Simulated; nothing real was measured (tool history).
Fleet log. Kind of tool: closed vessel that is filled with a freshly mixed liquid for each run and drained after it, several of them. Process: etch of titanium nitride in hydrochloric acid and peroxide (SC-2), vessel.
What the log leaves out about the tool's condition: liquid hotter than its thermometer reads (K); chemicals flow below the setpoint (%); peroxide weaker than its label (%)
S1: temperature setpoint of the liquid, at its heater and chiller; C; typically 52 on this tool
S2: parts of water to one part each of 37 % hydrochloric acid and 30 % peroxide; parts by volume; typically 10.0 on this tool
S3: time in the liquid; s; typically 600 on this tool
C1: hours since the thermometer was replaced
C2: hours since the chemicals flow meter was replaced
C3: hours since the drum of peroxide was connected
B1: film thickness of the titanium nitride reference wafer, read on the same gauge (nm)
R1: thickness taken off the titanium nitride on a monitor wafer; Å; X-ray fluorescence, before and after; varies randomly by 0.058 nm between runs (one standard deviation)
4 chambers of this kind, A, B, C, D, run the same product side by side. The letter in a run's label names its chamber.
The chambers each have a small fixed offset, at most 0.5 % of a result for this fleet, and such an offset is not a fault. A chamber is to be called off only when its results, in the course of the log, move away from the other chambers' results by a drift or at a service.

run,hour,S1,S2,S3,C1,C2,C3,B1,R1
# hour 0.6: chamber C: chemicals flow meter replaced
1C,5.2,52,10.0,600,207.4,4.6,33.4,29.964,158.09
2B,10.4,52,10.0,600,342.6,706.0,576.8,30.008,155.54
3A,19.0,52,10.0,600,336.3,1374.7,221.8,29.964,156.80
4D,23.8,52,10.0,600,591.9,244.5,210.5,30.011,156.66
5D,30.5,52,10.0,600,598.6,251.2,217.2,29.946,155.62
6B,38.2,52,10.0,600,370.4,733.8,604.6,30.033,155.40
7C,47.1,52,10.0,600,249.3,46.5,75.3,29.984,158.48
8A,52.4,52,10.0,600,369.7,1408.1,255.2,30.017,157.50
9D,61.3,52,10.0,600,629.4,282.0,248.0,29.982,157.30
10C,69.0,52,10.0,600,271.2,68.4,97.2,29.966,157.45
11A,78.3,52,10.0,600,395.6,1434.0,281.1,29.978,157.41
12B,83.8,52,10.0,600,416.0,779.4,650.2,30.009,157.35
# hour 87.3: chamber A: chemicals flow meter replaced
13B,93.5,52,10.0,600,425.7,789.1,659.9,29.964,155.70
14D,104.0,52,10.0,600,672.1,324.7,290.7,30.022,156.93
15A,113.2,52,10.0,385,430.5,26.0,316.0,30.017,100.29
16C,122.6,52,10.0,385,324.8,122.0,150.8,29.998,101.55
17D,132.4,52,10.0,385,700.5,353.1,319.1,30.056,100.46
18C,138.0,52,10.0,385,340.2,137.4,166.2,30.012,100.87
19A,143.8,52,10.0,600,461.1,56.6,346.6,30.023,155.77
20B,152.4,52,10.0,600,484.6,848.0,718.8,30.048,155.74
21B,160.2,52,10.0,600,492.4,855.8,726.6,30.001,155.90
22C,171.0,52,10.0,600,373.2,170.4,199.2,30.012,158.68
23D,180.7,55,10.0,820,748.8,401.4,367.4,29.983,260.75
24A,187.6,55,10.0,820,504.9,100.4,390.4,29.995,254.88
25C,196.7,55,10.0,820,398.9,196.1,224.9,29.939,261.10
26B,205.6,55,10.0,820,537.8,901.2,772.0,30.004,259.71
27A,214.6,52,10.0,600,531.9,127.4,417.4,30.029,154.09
28D,224.0,52,10.0,600,792.1,444.7,410.7,29.983,156.86
29A,230.5,52,12.5,600,547.8,143.3,433.3,30.009,126.81
30C,239.9,52,12.5,600,442.1,239.3,268.1,30.001,129.56
31B,248.7,52,12.5,600,580.9,944.3,815.1,29.992,129.66
32D,255.2,52,12.5,600,823.3,475.9,441.9,29.977,129.09
33D,263.0,52,10.0,600,831.1,483.7,449.7,29.997,156.37
34B,270.4,52,10.0,600,602.6,966.0,836.8,30.021,155.34
35C,280.4,52,10.0,600,482.6,279.8,308.6,29.997,158.37
36A,289.7,52,10.0,600,607.0,202.5,492.5,30.008,152.00
37D,295.1,52,10.0,600,863.2,515.8,481.8,30.005,156.45

Read the log: is a single chamber off, either drifting away or since a service, is the gauge that measures every chamber drifting, or is nothing wrong beyond small per-chamber offsets? Name any odd chamber and what most likely caused it.

It is chamber A that slowly wanders off from its peers.
What lies behind it: peroxide weaker than its label (%) = 3.87.
The log may not separate it from: liquid colder than its thermometer reads (K).

Below are 4 candidate recipes for chamber A's next run, each the usual settings with a change, their results shown as question marks. Which of them brings A's results back in line with what the other chambers give on the usual settings?
In line here means within this much of the mean the other chambers give on the usual settings: R1 2.00 Å
38A-1,302.8,52.0,10.0,595,,,,,?
38A-2,302.8,51.5,10.0,600,,,,,?
38A-3,302.8,52.0,10.0,605,,,,,?
38A-4,302.8,52.0,10.0,620,,,,,?

What the other chambers average on the usual settings: R1 156.73 Å
run,R1
38A-1,150.42
38A-2,146.76
38A-3,152.94
38A-4,156.74
With 38A-4, the chamber falls back in line with the rest.
